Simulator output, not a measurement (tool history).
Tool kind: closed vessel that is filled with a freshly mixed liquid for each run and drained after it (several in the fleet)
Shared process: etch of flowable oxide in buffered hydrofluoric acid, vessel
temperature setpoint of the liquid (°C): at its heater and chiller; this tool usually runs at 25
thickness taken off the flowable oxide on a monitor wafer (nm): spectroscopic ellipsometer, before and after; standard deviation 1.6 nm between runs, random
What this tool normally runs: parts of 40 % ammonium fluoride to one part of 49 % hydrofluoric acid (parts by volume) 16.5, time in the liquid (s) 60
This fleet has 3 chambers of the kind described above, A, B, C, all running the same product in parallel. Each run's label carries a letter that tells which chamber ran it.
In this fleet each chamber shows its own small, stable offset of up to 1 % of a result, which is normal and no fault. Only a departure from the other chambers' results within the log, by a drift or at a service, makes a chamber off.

run   hour  temperature setpoint of the liquid (°C)  parts of 40 % ammonium fluoride to one part of 49 % hydrofluoric acid (parts by volume)  time in the liquid (s)  hours since the thermometer was replaced  hours since the hydrofluoric acid flow meter was replaced  read-back film thickness of the flowable oxide reference wafer, read on the same gauge (nm)  thickness taken off the flowable oxide on a monitor wafer (nm)
 1B    8.4                                       25                                                                                     16.5                      60                                    2582.3                                                      912.8                                                                                       39.984                                                          178.87
 2A   17.2                                       25                                                                                     16.5                      60                                    2433.6                                                     1318.8                                                                                       40.032                                                          177.79
 3C   24.0                                       25                                                                                     16.5                      60                                     682.5                                                      101.6                                                                                       39.960                                                          181.33
 4A   31.5                                       25                                                                                     16.5                      60                                    2447.9                                                     1333.1                                                                                       39.939                                                          182.95
 5B   38.2                                       25                                                                                     16.5                      60                                    2612.1                                                      942.6                                                                                       39.976                                                          179.94
 6C   43.7                                       25                                                                                     16.5                      60                                     702.2                                                      121.3                                                                                       39.979                                                          182.34
 7B   51.6                                       25                                                                                     16.5                      60                                    2625.5                                                      956.0                                                                                       39.970                                                          176.79
 8A   58.4                                       25                                                                                     16.5                      60                                    2474.8                                                     1360.0                                                                                       40.031                                                          181.09
 9C   64.9                                       25                                                                                     16.5                      60                                     723.4                                                      142.5                                                                                       40.028                                                          183.24
10B   70.4                                       25                                                                                     16.5                      60                                    2644.3                                                      974.8                                                                                       40.017                                                          179.66
11C   76.1                                       25                                                                                     16.5                      60                                     734.6                                                      153.7                                                                                       40.055                                                          179.29
12A   86.1                                       25                                                                                     16.5                      60                                    2502.5                                                     1387.7                                                                                       39.984                                                          181.17
13C   93.9                                       25                                                                                     16.5                      60                                     752.4                                                      171.5                                                                                       40.005                                                          179.85
14B  103.0                                       25                                                                                     16.5                      60                                    2676.9                                                     1007.4                                                                                       39.995                                                          179.00
15A  108.0                                       25                                                                                     16.5                      60                                    2524.4                                                     1409.6                                                                                       39.999                                                          185.84
16A  118.2                                       25                                                                                     16.5                      60                                    2534.6                                                     1419.8                                                                                       39.984                                                          190.03
17C  128.3                                       25                                                                                     16.5                      60                                     786.8                                                      205.9                                                                                       40.033                                                          181.10
18B  134.9                                       25                                                                                     16.5                      60                                    2708.8                                                     1039.3                                                                                       39.965                                                          181.58
19B  144.6                                       25                                                                                     16.5                      60                                    2718.5                                                     1049.0                                                                                       40.052                                                          178.56
20A  149.3                                       27                                                                                     16.5                      85                                    2565.7                                                     1450.9                                                                                       40.063                                                          301.09
21C  155.1                                       27                                                                                     16.5                      85                                     813.6                                                      232.7                                                                                       40.029                                                          287.17
22B  164.6                                       27                                                                                     16.5                      85                                    2738.5                                                     1069.0                                                                                       40.006                                                          282.03
23C  169.7                                       25                                                                                     16.5                      60                                     828.2                                                      247.3                                                                                       39.951                                                          184.86
24A  175.4                                       25                                                                                     16.5                      60                                    2591.8                                                     1477.0                                                                                       40.007                                                          195.02
25C  182.4                                       25                                                                                     16.5                      60                                     840.9                                                      260.0                                                                                       40.038                                                          183.27
26A  191.4                                       25                                                                                     16.5                      60                                    2607.8                                                     1493.0                                                                                       39.991                                                          198.13
27B  197.3                                       25                                                                                     16.5                      60                                    2771.2                                                     1101.7                                                                                       40.003                                                          181.78

For the next run the whole fleet of 3 chambers uses the same settings. Give each chamber's results:
28A  204.8                                       25                                                                                     16.5                      60                                                                                                                                                                                                                                                                 ?
28B  204.8                                       25                                                                                     16.5                      60                                                                                                                                                                                                                                                                 ?
28C  204.8                                       25                                                                                     16.5                      60                                                                                                                                                                                                                                                                 ?

run  thickness taken off the flowable oxide on a monitor wafer (nm)
28A                                                          198.06
28B                                                          181.76
28C                                                          185.14
